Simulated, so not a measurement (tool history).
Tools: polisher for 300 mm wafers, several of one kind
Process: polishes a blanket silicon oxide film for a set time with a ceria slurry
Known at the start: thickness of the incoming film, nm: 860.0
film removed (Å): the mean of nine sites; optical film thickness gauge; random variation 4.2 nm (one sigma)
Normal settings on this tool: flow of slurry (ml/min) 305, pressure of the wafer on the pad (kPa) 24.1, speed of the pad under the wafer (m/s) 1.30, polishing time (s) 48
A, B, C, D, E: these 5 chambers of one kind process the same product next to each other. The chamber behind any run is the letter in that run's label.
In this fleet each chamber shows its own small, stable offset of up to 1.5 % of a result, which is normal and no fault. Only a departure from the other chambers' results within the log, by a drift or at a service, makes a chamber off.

| run | hour | flow of slurry (ml/min) | pressure of the wafer on the pad (kPa) | speed of the pad under the wafer (m/s) | polishing time (s) | wafers polished on this pad | hours since the slurry nozzle was cleaned | hours since the head pressure was calibrated | film removed (Å) |
|---|---|---|---|---|---|---|---|---|---|
|  | 4.7 | chamber A: worn pad replaced by a new one |
| 1C | 6.2 | 305 | 24.1 | 1.30 | 48 | 220 | 157.5 | 626.1 | 2992.3 |
|  | 8.5 | chamber B: worn pad replaced by a new one |
| 2B | 11.0 | 305 | 24.1 | 1.30 | 48 | 45 | 121.2 | 487.1 | 3017.6 |
| 3D | 16.0 | 305 | 24.1 | 1.30 | 48 | 432 | 555.4 | 736.1 | 3119.5 |
|  | 21.0 | chamber D: worn pad replaced by a new one |
| 4A | 22.3 | 305 | 24.1 | 1.30 | 48 | 311 | 384.3 | 211.2 | 3020.1 |
| 5E | 26.8 | 305 | 24.1 | 1.30 | 48 | 518 | 228.9 | 503.1 | 2998.8 |
|  | 27.5 | chamber C: worn pad replaced by a new one |
| 6A | 30.1 | 305 | 24.1 | 1.30 | 48 | 449 | 392.1 | 219.0 | 2968.4 |
| 7B | 33.4 | 305 | 24.1 | 1.30 | 48 | 441 | 143.6 | 509.5 | 2940.3 |
| 8C | 37.6 | 305 | 24.1 | 1.60 | 56 | 179 | 188.9 | 657.5 | 4264.4 |
|  | 39.9 | chamber D: slurry nozzle cleaned |
| 9E | 41.7 | 305 | 24.1 | 1.60 | 56 | 781 | 243.8 | 518.0 | 4349.1 |
| 10D | 45.1 | 305 | 24.1 | 1.60 | 56 | 427 | 5.3 | 765.2 | 4359.8 |
|  | 46.4 | chamber B: worn pad replaced by a new one |
| 11C | 49.6 | 305 | 24.1 | 1.60 | 56 | 391 | 200.9 | 669.5 | 4161.0 |
| 12B | 53.5 | 305 | 24.1 | 1.60 | 56 | 126 | 163.7 | 529.6 | 4235.0 |
|  | 55.1 | chamber D: worn pad replaced by a new one |
| 13A | 56.4 | 215 | 20.0 | 1.30 | 48 | 914 | 418.4 | 245.3 | 2370.8 |
|  | 57.1 | chamber A: worn pad replaced by a new one |
| 14D | 62.7 | 215 | 20.0 | 1.30 | 48 | 134 | 22.9 | 782.8 | 2432.0 |
|  | 65.9 | chamber C: worn pad replaced by a new one |
| 15E | 66.9 | 215 | 20.0 | 1.30 | 48 | 1226 | 269.0 | 543.2 | 2377.8 |
|  | 73.3 | chamber E: worn pad replaced by a new one |
| 16A | 73.4 | 215 | 20.0 | 1.30 | 48 | 288 | 435.4 | 262.3 | 2360.5 |
| 17B | 76.9 | 215 | 20.0 | 1.30 | 48 | 539 | 187.1 | 553.0 | 2465.2 |
|  | 80.2 | chamber B: slurry nozzle cleaned |
|  | 81.1 | chamber B: worn pad replaced by a new one |
|  | 82.2 | chamber C: head pressure recalibrated |
| 18D | 82.3 | 305 | 24.1 | 1.30 | 48 | 481 | 42.5 | 802.4 | 2913.6 |
| 19C | 85.6 | 305 | 24.1 | 1.30 | 48 | 348 | 236.9 | 3.5 | 2970.1 |
|  | 87.7 | chamber D: worn pad replaced by a new one |
| 20E | 90.7 | 305 | 24.1 | 1.30 | 48 | 308 | 292.8 | 567.0 | 2979.7 |
|  | 93.1 | chamber C: slurry nozzle cleaned |
| 21E | 94.9 | 305 | 24.1 | 1.30 | 48 | 382 | 297.0 | 571.2 | 3075.3 |
|  | 96.7 | chamber B: head pressure recalibrated |
| 22D | 99.1 | 305 | 24.1 | 1.30 | 48 | 202 | 59.3 | 819.2 | 3050.8 |
|  | 104.6 | chamber C: worn pad replaced by a new one |
| 23B | 105.6 | 305 | 24.1 | 1.30 | 48 | 432 | 25.4 | 9.0 | 3043.6 |
| 24C | 109.2 | 305 | 24.1 | 1.30 | 48 | 81 | 16.2 | 27.1 | 3023.3 |
|  | 111.0 | chamber A: worn pad replaced by a new one |
| 25A | 112.5 | 305 | 24.1 | 1.04 | 65 | 26 | 474.5 | 301.4 | 3169.9 |
|  | 113.4 | chamber B: worn pad replaced by a new one |
| 26C | 115.6 | 305 | 24.1 | 1.04 | 65 | 195 | 22.6 | 33.5 | 3312.5 |
|  | 120.2 | chamber D: worn pad replaced by a new one |
| 27A | 121.2 | 305 | 24.1 | 1.04 | 65 | 180 | 483.2 | 310.1 | 3147.5 |
| 28B | 126.9 | 305 | 24.1 | 1.04 | 65 | 238 | 46.7 | 30.3 | 3170.1 |
| 29E | 130.0 | 305 | 24.1 | 1.04 | 65 | 1002 | 332.1 | 606.3 | 3262.5 |
| 30D | 135.5 | 305 | 24.1 | 1.30 | 48 | 270 | 95.7 | 855.6 | 2999.2 |
|  | 139.6 | chamber C: worn pad replaced by a new one |
| 31C | 141.3 | 400 | 30.3 | 1.30 | 48 | 30 | 48.3 | 59.2 | 3839.2 |
|  | 143.8 | chamber B: worn pad replaced by a new one |
| 32E | 145.3 | 400 | 30.3 | 1.30 | 48 | 1273 | 347.4 | 621.6 | 3857.7 |
|  | 148.7 | chamber E: worn pad replaced by a new one |
| 33D | 151.1 | 400 | 30.3 | 1.30 | 48 | 546 | 111.3 | 871.2 | 3895.3 |
| 34B | 154.1 | 400 | 30.3 | 1.30 | 48 | 182 | 73.9 | 57.5 | 3825.7 |
| 35A | 157.0 | 400 | 30.3 | 1.30 | 48 | 812 | 519.0 | 345.9 | 3746.1 |
| 36A | 162.3 | 200 | 20.7 | 1.30 | 48 | 906 | 524.3 | 351.2 | 2419.7 |
| 37E | 167.7 | 200 | 20.7 | 1.30 | 48 | 337 | 369.8 | 644.0 | 2473.3 |

Decide between three cases: one chamber stands off from its peers, the gauge reading all wafers drifts, or nothing is wrong past each chamber's small offset. Where a chamber is off, say which and what most likely put it there.

Neither any chamber nor the gauge drifts; the chambers differ only by their own small, steady offsets.

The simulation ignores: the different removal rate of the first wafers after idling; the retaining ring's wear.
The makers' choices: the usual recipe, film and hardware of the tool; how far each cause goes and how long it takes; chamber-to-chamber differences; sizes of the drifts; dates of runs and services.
